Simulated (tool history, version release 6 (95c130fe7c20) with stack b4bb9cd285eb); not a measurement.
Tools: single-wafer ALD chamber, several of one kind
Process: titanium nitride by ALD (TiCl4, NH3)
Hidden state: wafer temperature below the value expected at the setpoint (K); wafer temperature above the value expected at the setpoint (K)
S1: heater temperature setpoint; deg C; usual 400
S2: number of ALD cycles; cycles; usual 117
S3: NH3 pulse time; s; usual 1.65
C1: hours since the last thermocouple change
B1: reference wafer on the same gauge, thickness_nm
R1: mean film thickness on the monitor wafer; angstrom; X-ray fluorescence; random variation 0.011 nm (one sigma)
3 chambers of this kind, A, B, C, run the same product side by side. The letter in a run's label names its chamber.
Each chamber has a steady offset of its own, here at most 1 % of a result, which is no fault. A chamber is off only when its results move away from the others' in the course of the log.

run	hour	S1	S2	S3	C1	B1	R1
1C	7.6	400	117	1.65	17.6	2.2397	25.617
2B	14.4	400	117	1.65	406.8	2.2385	25.347
3A	28	400	117	1.65	780.7	2.2406	25.719
4B	35.3	400	117	1.65	427.7	2.2415	25.232
5C	43.8	400	117	1.65	53.8	2.2418	25.665
6A	52.7	400	117	1.65	805.4	2.24	25.68
7C	65.1	400	117	1.65	75.1	2.2387	25.609
8B	72.1	400	109	2.01	464.5	2.2403	23.823
9A	79.7	400	109	2.01	832.4	2.2419	24.238
10C	90.6	400	109	2.01	100.6	2.24	23.892
11B	98.4	400	117	1.65	490.8	2.2399	25.4
12A	104.4	405	117	1.98	857.1	2.2381	25.988
13A	114.3	405	117	1.98	867	2.2389	25.755
14C	126.1	405	117	1.98	136.1	2.2422	25.988
15B	139.4	400	117	1.65	531.8	2.2407	25.489
16A	147.2	389	117	1.65	899.9	2.2409	25.345
17C	155.2	389	117	1.65	165.2	2.241	25.251
18B	168.3	389	117	1.65	560.7	2.2388	25.197
19A	180.2	400	117	1.65	932.9	2.2407	25.87
20C	188.5	400	117	1.65	198.5	2.2379	25.663
21B	201.9	400	117	1.65	594.3	2.2398	25.3
22A	210.4	400	117	1.65	963.1	2.2387	25.75
23B	220.2	400	117	1.65	612.6	2.24	25.47
24C	227.1	400	117	1.65	237.1	2.2402	25.735
25C	240.5	400	117	1.65	250.5	2.2396	25.427
26A	246.4	400	117	1.65	999.1	2.2418	25.791
27B	254.2	400	117	1.65	646.6	2.2412	25.239
28B	265.5	400	117	1.23	657.9	2.2389	25.071
29C	274.2	400	117	1.23	284.2	2.2401	25.288
30A	283.9	400	117	1.23	1036.6	2.2396	25.492
31C	295	400	117	1.65	305	2.2377	25.864
32A	307.7	400	104	1.65	1060.4	2.2403	23.026
33B	320.5	400	104	1.65	712.9	2.2386	22.753

All 3 chambers run these settings next. Forecast each chamber's results:
34A	330.3	400	125	1.65			?
34B	330.3	400	125	1.65			?
34C	330.3	400	125	1.65			?

run	R1
34A	27.425
34B	27.052
34C	27.408

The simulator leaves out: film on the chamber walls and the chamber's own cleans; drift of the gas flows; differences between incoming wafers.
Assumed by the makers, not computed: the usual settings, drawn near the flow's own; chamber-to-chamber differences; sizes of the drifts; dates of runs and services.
